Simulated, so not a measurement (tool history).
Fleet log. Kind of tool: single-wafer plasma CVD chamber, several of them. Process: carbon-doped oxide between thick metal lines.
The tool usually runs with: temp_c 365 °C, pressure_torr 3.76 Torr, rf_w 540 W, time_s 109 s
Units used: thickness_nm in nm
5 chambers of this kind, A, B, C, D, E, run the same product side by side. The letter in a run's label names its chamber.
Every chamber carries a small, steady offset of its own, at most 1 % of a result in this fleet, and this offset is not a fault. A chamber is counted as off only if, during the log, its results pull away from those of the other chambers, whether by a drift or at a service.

run	day	temp_c	pressure_torr	rf_w	time_s	hours since the last thermocouple change	hours since the last RF generator calibration	hours since the last manometer calibration	read-back reference wafer on the same gauge, thickness_nm	thickness_nm
1C	0.225	365	3.76	540	109	1608.3	2191.5	991.9	479.8	528.95
2D	0.533	365	3.76	540	109	646.1	628.9	1840.3	479.63	536.71
# day 0.625: chamber C: capacitance manometer re-zeroed and calibrated
3B	0.921	365	3.76	540	109	520.5	597.4	429.8	479.67	532.85
4E	1.154	365	3.76	540	109	725.5	725.7	142.4	479.53	529.71
5A	1.475	365	3.76	540	94	1418.2	603	898.1	479.62	460.8
6A	1.771	365	3.76	540	94	1425.3	610.1	905.2	479.43	460.41
7C	1.996	365	3.76	540	94	1650.8	2234	33	479.36	457.91
8B	2.317	365	3.76	540	94	554	630.9	463.3	479.25	459.66
9D	2.596	365	3.76	540	94	695.6	678.4	1889.8	479.29	462.51
10E	2.892	365	3.76	540	109	767.2	767.4	184.1	479.26	528.96
11A	3.129	371	3.76	540	109	1457.9	642.7	937.8	479.12	526.47
12C	3.417	371	3.76	540	109	1684.9	2268.1	67.1	478.96	521.18
13D	3.65	371	3.76	540	109	720.9	703.7	1915.1	478.71	528.09
14E	3.921	371	3.76	540	109	791.9	792.1	208.8	478.72	522.27
15B	4.138	371	3.76	540	109	597.7	674.6	507	478.78	525.3
16E	4.358	365	3.76	540	109	802.4	802.6	219.3	478.71	529.84
17C	4.721	365	3.76	540	109	1716.2	2299.4	98.4	478.32	528.88
18A	4.908	365	3.76	540	109	1500.6	685.4	980.5	478.46	532.97
19D	5.225	365	3.76	540	109	758.7	741.5	1952.9	478.3	534.78
20B	5.471	365	3.76	540	109	629.7	706.6	539	478.19	532.1
21E	5.675	365	3.76	540	109	834	834.2	250.9	478.21	527.69
22D	5.933	365	3.76	540	109	775.7	758.5	1969.9	477.95	533.29
23C	6.279	365	3.76	540	109	1753.6	2336.8	135.8	477.98	527.65
24A	6.583	354	3.76	540	120	1540.8	725.6	1020.7	477.67	600.62
25B	6.921	354	3.76	540	120	664.5	741.4	573.8	477.75	597.62
26E	7.204	354	3.76	540	120	870.7	870.9	287.6	477.56	597.38
27A	7.508	354	3.76	540	120	1563	747.8	1042.9	477.52	601.59
28C	7.858	354	3.76	540	120	1791.5	2374.7	173.7	477.25	594.71
29D	8.083	365	3.76	540	109	827.3	810.1	2021.5	477.51	533.77
30B	8.333	365	3.76	540	109	698.4	775.3	607.7	477.36	529.94
31A	8.733	365	3.76	540	93	1592.4	777.2	1072.3	477.09	455.31
32E	8.983	365	3.76	540	93	913.4	913.6	330.3	476.9	451.42
33D	9.2	365	3.76	540	93	854.1	836.9	2048.3	477.03	455.06
34C	9.55	365	3.76	540	93	1832.1	2415.3	214.3	476.93	449.51

Is one chamber out of step, is the gauge drifting, or do the chambers differ by no more than their own small offsets? For an off chamber, give its letter and the likeliest cause.

The gauge drifts, so all chambers seem to drift together. No chamber is off.
Likeliest cause: gauge reads low (%) = 0.673.

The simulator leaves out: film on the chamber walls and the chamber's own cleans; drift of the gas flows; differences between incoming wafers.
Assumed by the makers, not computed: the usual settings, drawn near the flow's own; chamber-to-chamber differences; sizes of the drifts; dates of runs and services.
